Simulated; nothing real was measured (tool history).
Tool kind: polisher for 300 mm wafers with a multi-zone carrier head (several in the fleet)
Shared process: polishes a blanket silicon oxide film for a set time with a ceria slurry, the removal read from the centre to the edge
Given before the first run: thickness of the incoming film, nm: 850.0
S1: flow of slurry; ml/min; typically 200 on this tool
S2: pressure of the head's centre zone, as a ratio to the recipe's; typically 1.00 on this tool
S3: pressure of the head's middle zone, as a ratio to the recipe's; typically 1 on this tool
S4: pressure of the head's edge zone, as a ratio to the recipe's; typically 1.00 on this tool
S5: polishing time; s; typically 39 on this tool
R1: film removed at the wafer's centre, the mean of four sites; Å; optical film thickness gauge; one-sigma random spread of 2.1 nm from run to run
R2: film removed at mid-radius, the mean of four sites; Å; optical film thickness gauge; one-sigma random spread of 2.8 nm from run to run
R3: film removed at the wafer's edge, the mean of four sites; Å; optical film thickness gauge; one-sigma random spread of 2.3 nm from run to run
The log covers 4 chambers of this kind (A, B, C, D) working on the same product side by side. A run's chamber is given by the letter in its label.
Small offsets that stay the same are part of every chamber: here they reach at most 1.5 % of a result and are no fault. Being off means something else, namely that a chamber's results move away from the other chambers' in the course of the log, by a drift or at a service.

run,hour,S1,S2,S3,S4,S5,R1,R2,R3
# hour 12.5: chamber B: worn pad replaced by a new one
1D,14.9,200,1.00,1,1.00,39,1872.9,1948.0,1863.8
# hour 28.2: chamber C: worn pad replaced by a new one
2B,29.6,200,1.00,1,1.00,39,1849.2,1885.7,1914.5
# hour 33.6: chamber A: worn pad replaced by a new one
# hour 38.9: chamber D: worn pad replaced by a new one
3C,41.5,200,1.00,1,1.00,39,1881.4,1872.4,1887.0
4A,54.5,200,1.00,1,1.00,39,1900.9,1853.8,1876.1
5B,65.6,200,1.00,1,1.00,39,1873.8,1853.6,1862.9
6D,80.1,200,1.00,1,1.00,39,1885.3,1905.9,1887.4
7A,92.2,200,1.00,1,1.07,27,1321.3,1281.5,1355.0
# hour 94.8: chamber D: edge zone pressure recalibrated
# hour 95.1: chamber B: worn pad replaced by a new one
# hour 99.4: chamber C: worn pad replaced by a new one
8C,99.9,200,1.00,1,1.07,27,1306.7,1294.5,1337.4
# hour 107.8: chamber A: worn pad replaced by a new one
9A,113.2,200,1.00,1,1.07,27,1318.3,1312.5,1340.2
# hour 126.7: chamber D: worn pad replaced by a new one
10D,128.5,200,1.00,1,1.07,27,1305.0,1306.5,1367.3
11B,139.5,200,1.00,1,1.00,39,1894.0,1883.1,1827.6
12C,149.6,200,1.00,1,1.00,39,1855.6,1883.1,1879.0
# hour 149.9: chamber A: edge zone pressure recalibrated
13B,162.5,200,1.00,1,1.00,30,1419.5,1421.7,1431.9
# hour 172.5: chamber C: worn pad replaced by a new one
14D,172.7,200,1.00,1,1.00,30,1456.5,1464.5,1428.4
# hour 173.8: chamber B: worn pad replaced by a new one
# hour 180.7: chamber A: worn pad replaced by a new one
15A,182.8,200,1.00,1,1.00,30,1459.7,1446.8,1457.9
# hour 187.0: chamber B: centre zone pressure recalibrated
16C,191.6,200,1.00,1,1.00,30,1455.3,1442.1,1422.1
17A,205.8,200,1.00,1,1.00,39,1884.0,1820.5,1875.1
# hour 213.1: chamber A: centre zone pressure recalibrated
18D,217.0,250,0.93,1,1.00,39,1775.3,1891.6,1876.8
# hour 217.1: chamber D: worn pad replaced by a new one
19B,227.9,250,0.93,1,1.00,39,1545.9,1906.1,1957.9
20C,234.6,250,0.93,1,1.00,39,1731.5,1929.3,1946.7
21A,243.6,250,0.93,1,1.00,39,1797.8,1949.5,1919.3
# hour 244.1: chamber C: worn pad replaced by a new one
22B,250.9,200,1.00,1,1.00,39,1643.9,1880.4,1881.5
# hour 255.2: chamber B: worn pad replaced by a new one
23D,259.8,200,1.00,1,1.11,50,2399.2,2397.6,2588.1
# hour 264.3: chamber A: worn pad replaced by a new one
24C,267.6,200,1.00,1,1.11,50,2423.0,2409.2,2567.8
25D,278.1,200,1.00,1,1.11,50,2424.0,2497.1,2542.5
26C,288.5,200,1.00,1,1.11,50,2392.6,2392.2,2543.5
# hour 296.2: chamber D: worn pad replaced by a new one
27A,299.3,200,0.93,1,0.95,39,1735.8,1786.5,1850.6
28B,306.0,200,0.93,1,0.95,39,1512.0,1868.1,1830.1
29C,314.1,200,0.93,1,0.95,39,1739.3,1910.0,1859.4
# hour 322.9: chamber C: worn pad replaced by a new one
30D,324.5,200,0.93,1,0.95,39,1757.9,1924.0,1848.4
31A,335.6,200,1.00,1,1.00,39,1841.6,1873.4,1886.6
# hour 339.0: chamber B: worn pad replaced by a new one
# hour 342.4: chamber A: worn pad replaced by a new one
32B,343.9,200,1.00,1,1.00,39,1665.0,1870.1,1852.3
33D,352.9,200,1.00,1,1.00,39,1876.7,1889.6,1863.7
34B,361.1,200,1.00,1,1.00,39,1636.5,1888.7,1896.4
# hour 368.8: chamber C: centre zone pressure recalibrated
# hour 371.4: chamber D: worn pad replaced by a new one
35A,372.8,200,1.00,1,1.00,39,1891.8,1924.6,1894.5
# hour 377.0: chamber C: edge zone pressure recalibrated
36C,380.5,200,1.00,1,1.00,39,1906.9,1887.4,1922.2
# hour 386.7: chamber C: slurry nozzle cleaned
37C,393.0,200,1.00,1,1.00,39,1867.8,1892.1,1895.2
38D,407.4,200,1.00,1,1.06,39,1897.3,1897.8,1926.5

Read the log: is a single chamber off, either drifting away or since a service, is the gauge that measures every chamber drifting, or is nothing wrong beyond small per-chamber offsets? Name any odd chamber and what most likely caused it.

After it was serviced, chamber B no longer matches the other chambers.
What lies behind it: centre zone's pressure below its setpoint, % = 11.2.

Below are 4 candidate recipes for chamber B's next run, each the usual settings with a change, their results shown as question marks. Which of them brings B's results back in line with what the other chambers give on the usual settings?
Maximum distance from the other chambers' mean on the usual settings for a result to count as in line: R1 72.0 Å; R2 98.0 Å; R3 81.0 Å
39B-1,418.4,205,1.05,0.99,0.99,39,?,?,?
39B-2,418.4,205,1.10,0.97,0.97,40,?,?,?
39B-3,418.4,195,0.95,1.01,1.01,39,?,?,?
39B-4,418.4,195,0.90,1.03,1.03,38,?,?,?

Other chambers, usual settings, mean: R1 1877.9 Å; R2 1875.7 Å; R3 1885.9 Å
run,R1,R2,R3
39B-1,1753.9,1883.1,1863.5
39B-2,1893.4,1895.7,1891.6
39B-3,1555.8,1903.7,1872.0
39B-4,1426.8,1888.6,1842.5
The right change is 39B-2: it brings the chamber back within the allowed miss of the others.

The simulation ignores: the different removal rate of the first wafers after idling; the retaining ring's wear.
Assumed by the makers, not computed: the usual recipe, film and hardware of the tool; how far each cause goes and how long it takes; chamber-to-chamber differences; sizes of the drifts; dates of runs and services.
